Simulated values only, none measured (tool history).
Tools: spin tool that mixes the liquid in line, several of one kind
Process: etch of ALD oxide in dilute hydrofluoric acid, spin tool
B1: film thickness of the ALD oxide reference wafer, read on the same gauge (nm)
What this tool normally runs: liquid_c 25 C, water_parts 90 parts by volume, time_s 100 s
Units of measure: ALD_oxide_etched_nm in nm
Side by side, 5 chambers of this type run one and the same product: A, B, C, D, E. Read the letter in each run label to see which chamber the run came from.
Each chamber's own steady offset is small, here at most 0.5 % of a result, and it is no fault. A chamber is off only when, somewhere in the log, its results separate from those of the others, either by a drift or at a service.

{"run": "1A", "day": 0.267, "liquid_c": 25, "water_parts": 90, "time_s": 100, "B1": 140.03, "ALD_oxide_etched_nm": 17.297}
{"run": "2B", "day": 0.567, "liquid_c": 25, "water_parts": 90, "time_s": 100, "B1": 140.04, "ALD_oxide_etched_nm": 17.792}
{"run": "3E", "day": 0.8, "liquid_c": 25, "water_parts": 90, "time_s": 100, "B1": 139.99, "ALD_oxide_etched_nm": 17.626}
{"run": "4D", "day": 1.267, "liquid_c": 25, "water_parts": 90, "time_s": 100, "B1": 140.02, "ALD_oxide_etched_nm": 17.492}
{"run": "5C", "day": 1.542, "liquid_c": 25, "water_parts": 90, "time_s": 100, "B1": 139.99, "ALD_oxide_etched_nm": 17.164}
{"run": "6B", "day": 1.8, "liquid_c": 25, "water_parts": 90, "time_s": 100, "B1": 139.99, "ALD_oxide_etched_nm": 17.309}
{"run": "7A", "day": 2.112, "liquid_c": 25, "water_parts": 90, "time_s": 100, "B1": 140, "ALD_oxide_etched_nm": 17.008}
{"run": "8E", "day": 2.621, "liquid_c": 25, "water_parts": 90, "time_s": 100, "B1": 140.01, "ALD_oxide_etched_nm": 17.455}
{"run": "9C", "day": 2.962, "liquid_c": 25, "water_parts": 90, "time_s": 100, "B1": 140.03, "ALD_oxide_etched_nm": 17.419}
{"run": "10D", "day": 3.296, "liquid_c": 25, "water_parts": 90, "time_s": 100, "B1": 140.01, "ALD_oxide_etched_nm": 17.259}
{"run": "11C", "day": 3.708, "liquid_c": 25, "water_parts": 90, "time_s": 100, "B1": 140.02, "ALD_oxide_etched_nm": 17.489}
{"run": "12E", "day": 3.975, "liquid_c": 25, "water_parts": 90, "time_s": 100, "B1": 140.02, "ALD_oxide_etched_nm": 17.401}
{"run": "13B", "day": 4.288, "liquid_c": 25, "water_parts": 90, "time_s": 100, "B1": 140, "ALD_oxide_etched_nm": 17.452}
{"run": "14A", "day": 4.65, "liquid_c": 25, "water_parts": 90, "time_s": 100, "B1": 139.99, "ALD_oxide_etched_nm": 17.573}
{"run": "15D", "day": 5.079, "liquid_c": 25, "water_parts": 90, "time_s": 100, "B1": 140.03, "ALD_oxide_etched_nm": 17.315}
{"run": "16B", "day": 5.429, "liquid_c": 25, "water_parts": 90, "time_s": 100, "B1": 140.01, "ALD_oxide_etched_nm": 17.292}
{"run": "17A", "day": 5.796, "liquid_c": 25, "water_parts": 90, "time_s": 100, "B1": 140.02, "ALD_oxide_etched_nm": 17.514}
{"run": "18C", "day": 6.054, "liquid_c": 25, "water_parts": 90, "time_s": 100, "B1": 140.02, "ALD_oxide_etched_nm": 17.436}
{"run": "19D", "day": 6.358, "liquid_c": 25, "water_parts": 90, "time_s": 70, "B1": 140.01, "ALD_oxide_etched_nm": 12.131}
{"run": "20E", "day": 6.617, "liquid_c": 25, "water_parts": 90, "time_s": 70, "B1": 140, "ALD_oxide_etched_nm": 12.19}
{"run": "21B", "day": 7.075, "liquid_c": 25, "water_parts": 90, "time_s": 70, "B1": 140.02, "ALD_oxide_etched_nm": 12.23}
{"run": "22D", "day": 7.588, "liquid_c": 25, "water_parts": 90, "time_s": 70, "B1": 140.02, "ALD_oxide_etched_nm": 12.277}
{"run": "23A", "day": 7.988, "liquid_c": 25, "water_parts": 90, "time_s": 70, "B1": 140.01, "ALD_oxide_etched_nm": 12.063}
{"run": "24E", "day": 8.338, "liquid_c": 25, "water_parts": 90, "time_s": 100, "B1": 139.97, "ALD_oxide_etched_nm": 17.558}
{"run": "25C", "day": 8.758, "liquid_c": 25, "water_parts": 90, "time_s": 100, "B1": 139.98, "ALD_oxide_etched_nm": 17.127}
{"run": "26E", "day": 9.062, "liquid_c": 25, "water_parts": 90, "time_s": 100, "B1": 140, "ALD_oxide_etched_nm": 17.067}
{"run": "27C", "day": 9.512, "liquid_c": 25, "water_parts": 90, "time_s": 100, "B1": 139.97, "ALD_oxide_etched_nm": 17.085}
{"day": 10.004, "done": "chamber D: hydrofluoric acid flow meter replaced"}
{"run": "28D", "day": 10.025, "liquid_c": 25, "water_parts": 90, "time_s": 100, "B1": 139.99, "ALD_oxide_etched_nm": 17.539}
{"run": "29B", "day": 10.275, "liquid_c": 25, "water_parts": 90, "time_s": 100, "B1": 140, "ALD_oxide_etched_nm": 18.157}
{"run": "30A", "day": 10.671, "liquid_c": 20.5, "water_parts": 90, "time_s": 100, "B1": 139.99, "ALD_oxide_etched_nm": 14.637}
{"run": "31B", "day": 11.079, "liquid_c": 20.5, "water_parts": 90, "time_s": 100, "B1": 139.97, "ALD_oxide_etched_nm": 15.108}
{"run": "32E", "day": 11.396, "liquid_c": 20.5, "water_parts": 90, "time_s": 100, "B1": 140.02, "ALD_oxide_etched_nm": 14.751}
{"run": "33D", "day": 11.875, "liquid_c": 20.5, "water_parts": 90, "time_s": 100, "B1": 140.01, "ALD_oxide_etched_nm": 14.626}
{"run": "34A", "day": 12.308, "liquid_c": 20.5, "water_parts": 90, "time_s": 100, "B1": 139.99, "ALD_oxide_etched_nm": 14.488}
{"run": "35C", "day": 12.596, "liquid_c": 25, "water_parts": 90, "time_s": 100, "B1": 140, "ALD_oxide_etched_nm": 17.221}
{"run": "36E", "day": 12.883, "liquid_c": 25, "water_parts": 90, "time_s": 100, "B1": 139.96, "ALD_oxide_etched_nm": 17.38}
{"run": "37A", "day": 13.296, "liquid_c": 25, "water_parts": 90, "time_s": 100, "B1": 140.03, "ALD_oxide_etched_nm": 17.451}
{"run": "38D", "day": 13.6, "liquid_c": 25, "water_parts": 90, "time_s": 100, "B1": 139.97, "ALD_oxide_etched_nm": 17.429}
{"run": "39C", "day": 13.912, "liquid_c": 25, "water_parts": 90, "time_s": 145, "B1": 140, "ALD_oxide_etched_nm": 25.371}
{"run": "40B", "day": 14.362, "liquid_c": 25, "water_parts": 90, "time_s": 145, "B1": 139.99, "ALD_oxide_etched_nm": 26.306}

Predict what each chamber gives when all 5 of them run the settings below next.
{"run": "41A", "day": 14.738, "liquid_c": 25, "water_parts": 90, "time_s": 100, "ALD_oxide_etched_nm": "?"}
{"run": "41B", "day": 14.738, "liquid_c": 25, "water_parts": 90, "time_s": 100, "ALD_oxide_etched_nm": "?"}
{"run": "41C", "day": 14.738, "liquid_c": 25, "water_parts": 90, "time_s": 100, "ALD_oxide_etched_nm": "?"}
{"run": "41D", "day": 14.738, "liquid_c": 25, "water_parts": 90, "time_s": 100, "ALD_oxide_etched_nm": "?"}
{"run": "41E", "day": 14.738, "liquid_c": 25, "water_parts": 90, "time_s": 100, "ALD_oxide_etched_nm": "?"}

run=41A ALD_oxide_etched_nm=17.264
run=41B ALD_oxide_etched_nm=18.269
run=41C ALD_oxide_etched_nm=17.265
run=41D ALD_oxide_etched_nm=17.469
run=41E ALD_oxide_etched_nm=17.513

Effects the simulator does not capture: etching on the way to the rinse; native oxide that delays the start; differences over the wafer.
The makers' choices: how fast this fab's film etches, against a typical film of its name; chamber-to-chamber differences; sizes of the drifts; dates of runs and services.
